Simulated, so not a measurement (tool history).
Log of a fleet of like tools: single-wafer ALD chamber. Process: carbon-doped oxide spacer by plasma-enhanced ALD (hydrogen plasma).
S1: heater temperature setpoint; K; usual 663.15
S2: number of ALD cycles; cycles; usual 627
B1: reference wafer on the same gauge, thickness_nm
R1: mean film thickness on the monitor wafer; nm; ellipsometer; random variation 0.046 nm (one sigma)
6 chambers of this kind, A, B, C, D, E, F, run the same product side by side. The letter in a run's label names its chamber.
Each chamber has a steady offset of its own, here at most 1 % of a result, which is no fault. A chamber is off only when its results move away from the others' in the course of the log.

run 1F day=0.267 | S1=663.15 S2=627 | B1=30.697 | R1=31.567
run 2E day=0.533 | S1=663.15 S2=627 | B1=30.680 | R1=31.217
run 3D day=0.783 | S1=663.15 S2=627 | B1=30.680 | R1=31.495
run 4A day=0.933 | S1=663.15 S2=627 | B1=30.683 | R1=31.425
run 5C day=1.179 | S1=663.15 S2=627 | B1=30.663 | R1=31.310
run 6B day=1.308 | S1=663.15 S2=627 | B1=30.674 | R1=31.352
run 7F day=1.433 | S1=663.15 S2=627 | B1=30.673 | R1=31.525
run 8B day=1.562 | S1=663.15 S2=627 | B1=30.661 | R1=31.490
run 9A day=1.746 | S1=663.15 S2=627 | B1=30.663 | R1=31.375
run 10E day=1.979 | S1=663.15 S2=515 | B1=30.642 | R1=25.601
run 11C day=2.183 | S1=663.15 S2=515 | B1=30.648 | R1=25.601
-- day=2.246 chamber C: thermocouple changed; heater temperature recalibrated
run 12D day=2.442 | S1=663.15 S2=515 | B1=30.646 | R1=25.935
run 13C day=2.633 | S1=663.15 S2=515 | B1=30.637 | R1=25.665
run 14D day=2.771 | S1=663.15 S2=515 | B1=30.640 | R1=25.878
run 15E day=2.904 | S1=663.15 S2=515 | B1=30.640 | R1=25.695
run 16B day=3.092 | S1=663.15 S2=627 | B1=30.637 | R1=31.391
run 17A day=3.338 | S1=663.15 S2=627 | B1=30.614 | R1=31.397
run 18F day=3.462 | S1=663.15 S2=627 | B1=30.621 | R1=31.418
run 19F day=3.642 | S1=663.15 S2=627 | B1=30.617 | R1=31.501
run 20E day=3.854 | S1=663.15 S2=627 | B1=30.620 | R1=31.247
run 21B day=4.008 | S1=663.15 S2=627 | B1=30.610 | R1=31.410
run 22C day=4.167 | S1=653.15 S2=516 | B1=30.601 | R1=25.698
run 23A day=4.388 | S1=653.15 S2=516 | B1=30.602 | R1=25.826
run 24D day=4.575 | S1=653.15 S2=516 | B1=30.589 | R1=25.859
run 25C day=4.846 | S1=653.15 S2=516 | B1=30.588 | R1=25.683
run 26A day=5.021 | S1=653.15 S2=516 | B1=30.584 | R1=25.831
run 27F day=5.242 | S1=653.15 S2=516 | B1=30.593 | R1=25.854
run 28B day=5.504 | S1=663.15 S2=627 | B1=30.570 | R1=31.357
run 29D day=5.662 | S1=663.15 S2=627 | B1=30.574 | R1=31.381
run 30E day=5.846 | S1=663.15 S2=627 | B1=30.568 | R1=31.112
run 31C day=6.112 | S1=663.15 S2=627 | B1=30.550 | R1=31.299
run 32E day=6.271 | S1=663.15 S2=627 | B1=30.558 | R1=31.159
run 33A day=6.538 | S1=663.15 S2=627 | B1=30.558 | R1=31.270
run 34D day=6.783 | S1=663.15 S2=627 | B1=30.529 | R1=31.399
run 35F day=6.983 | S1=663.15 S2=627 | B1=30.535 | R1=31.364
run 36B day=7.217 | S1=670.15 S2=627 | B1=30.531 | R1=31.317
run 37E day=7.354 | S1=670.15 S2=627 | B1=30.540 | R1=31.108
run 38F day=7.500 | S1=670.15 S2=627 | B1=30.514 | R1=31.335
run 39A day=7.729 | S1=670.15 S2=627 | B1=30.523 | R1=31.255

Next, every chamber runs the same settings. What will each give?
run 40A day=7.929 | S1=663.15 S2=583 | R1=?
run 40B day=7.929 | S1=663.15 S2=583 | R1=?
run 40C day=7.929 | S1=663.15 S2=583 | R1=?
run 40D day=7.929 | S1=663.15 S2=583 | R1=?
run 40E day=7.929 | S1=663.15 S2=583 | R1=?
run 40F day=7.929 | S1=663.15 S2=583 | R1=?

run=40A R1=29.073
run=40B R1=29.096
run=40C R1=28.925
run=40D R1=29.192
run=40E R1=28.894
run=40F R1=29.104

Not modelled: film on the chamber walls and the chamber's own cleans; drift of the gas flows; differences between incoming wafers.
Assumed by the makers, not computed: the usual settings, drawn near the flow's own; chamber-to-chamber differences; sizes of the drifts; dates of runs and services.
